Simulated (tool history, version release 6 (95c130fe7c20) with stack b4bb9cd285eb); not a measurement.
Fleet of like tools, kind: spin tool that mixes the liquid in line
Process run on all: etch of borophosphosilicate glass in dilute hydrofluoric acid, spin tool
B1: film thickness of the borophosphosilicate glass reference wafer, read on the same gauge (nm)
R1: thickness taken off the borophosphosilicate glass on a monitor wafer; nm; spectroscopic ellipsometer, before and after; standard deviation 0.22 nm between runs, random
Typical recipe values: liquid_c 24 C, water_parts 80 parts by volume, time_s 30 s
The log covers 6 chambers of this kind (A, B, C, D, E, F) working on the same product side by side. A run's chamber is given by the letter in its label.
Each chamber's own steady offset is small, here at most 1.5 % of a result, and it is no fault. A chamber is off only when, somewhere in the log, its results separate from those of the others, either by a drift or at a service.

run 1A hour=8.3 | liquid_c=24 water_parts=80 time_s=30 | B1=110.02 | R1=28.783
run 2D hour=15.1 | liquid_c=24 water_parts=80 time_s=30 | B1=110.01 | R1=28.439
run 3C hour=24.3 | liquid_c=24 water_parts=80 time_s=30 | B1=109.97 | R1=28.082
run 4F hour=32.4 | liquid_c=24 water_parts=80 time_s=30 | B1=110 | R1=28.536
run 5B hour=46.9 | liquid_c=24 water_parts=80 time_s=30 | B1=110 | R1=29.341
run 6E hour=59.2 | liquid_c=24 water_parts=80 time_s=30 | B1=110.04 | R1=29.2
run 7F hour=67 | liquid_c=24 water_parts=80 time_s=30 | B1=110 | R1=28.913
run 8E hour=79.9 | liquid_c=24 water_parts=80 time_s=30 | B1=109.99 | R1=29.046
run 9A hour=89.8 | liquid_c=24 water_parts=80 time_s=30 | B1=109.97 | R1=28.661
run 10D hour=102 | liquid_c=21 water_parts=80 time_s=40 | B1=109.99 | R1=33.612
run 11C hour=116.8 | liquid_c=21 water_parts=80 time_s=40 | B1=109.99 | R1=33.731
run 12B hour=127.2 | liquid_c=21 water_parts=80 time_s=40 | B1=110.01 | R1=34.853
run 13E hour=142.4 | liquid_c=21 water_parts=80 time_s=40 | B1=109.99 | R1=34.702
run 14F hour=151.7 | liquid_c=21 water_parts=80 time_s=40 | B1=110.02 | R1=34.176
run 15B hour=158.4 | liquid_c=21 water_parts=80 time_s=40 | B1=110.02 | R1=34.03
run 16D hour=165.4 | liquid_c=24 water_parts=115 time_s=30 | B1=109.96 | R1=18.995
run 17A hour=177.9 | liquid_c=24 water_parts=115 time_s=30 | B1=110.01 | R1=18.897
run 18C hour=190.6 | liquid_c=24 water_parts=115 time_s=30 | B1=110.04 | R1=18.952
run 19F hour=198.9 | liquid_c=24 water_parts=115 time_s=30 | B1=110.03 | R1=19.607
run 20E hour=209.4 | liquid_c=24 water_parts=115 time_s=30 | B1=110.01 | R1=19.808
run 21A hour=218.7 | liquid_c=24 water_parts=115 time_s=30 | B1=109.98 | R1=19.13
run 22B hour=229.2 | liquid_c=22 water_parts=80 time_s=30 | B1=110.02 | R1=26.924
run 23D hour=237.7 | liquid_c=22 water_parts=80 time_s=30 | B1=109.98 | R1=26.587
run 24C hour=247.6 | liquid_c=22 water_parts=80 time_s=30 | B1=110.02 | R1=26.087
run 25D hour=262.4 | liquid_c=22 water_parts=80 time_s=30 | B1=109.98 | R1=26.263
run 26C hour=269 | liquid_c=22 water_parts=80 time_s=30 | B1=110.01 | R1=26.18
run 27A hour=284 | liquid_c=22 water_parts=80 time_s=30 | B1=109.98 | R1=26.595
run 28E hour=295.6 | liquid_c=28.5 water_parts=95 time_s=30 | B1=109.97 | R1=29.431
-- hour=299.5 chamber B: thermometer replaced
run 29F hour=305.5 | liquid_c=28.5 water_parts=95 time_s=30 | B1=110.01 | R1=28.972
run 30B hour=315.9 | liquid_c=28.5 water_parts=95 time_s=30 | B1=110.01 | R1=28.609
-- hour=320.1 chamber C: hydrofluoric acid flow meter replaced
run 31E hour=324.1 | liquid_c=28.5 water_parts=95 time_s=30 | B1=109.99 | R1=29.432
run 32D hour=330.8 | liquid_c=28.5 water_parts=95 time_s=30 | B1=109.98 | R1=28.393
run 33F hour=339.5 | liquid_c=28.5 water_parts=95 time_s=30 | B1=110 | R1=28.568
run 34B hour=347 | liquid_c=24 water_parts=55 time_s=30 | B1=109.99 | R1=44.083
run 35C hour=361.2 | liquid_c=24 water_parts=55 time_s=30 | B1=109.99 | R1=42.876
run 36A hour=370.8 | liquid_c=24 water_parts=55 time_s=30 | B1=109.99 | R1=42.759
run 37D hour=380.4 | liquid_c=24 water_parts=55 time_s=30 | B1=109.96 | R1=44.006

Each of the 6 chambers runs these same settings next. Fill in every chamber's results:
run 38A hour=391.3 | liquid_c=25.5 water_parts=80 time_s=30 | R1=?
run 38B hour=391.3 | liquid_c=25.5 water_parts=80 time_s=30 | R1=?
run 38C hour=391.3 | liquid_c=25.5 water_parts=80 time_s=30 | R1=?
run 38D hour=391.3 | liquid_c=25.5 water_parts=80 time_s=30 | R1=?
run 38E hour=391.3 | liquid_c=25.5 water_parts=80 time_s=30 | R1=?
run 38F hour=391.3 | liquid_c=25.5 water_parts=80 time_s=30 | R1=?

run=38A R1=30.567
run=38B R1=30.637
run=38C R1=30.368
run=38D R1=30.543
run=38E R1=31.88
run=38F R1=30.659
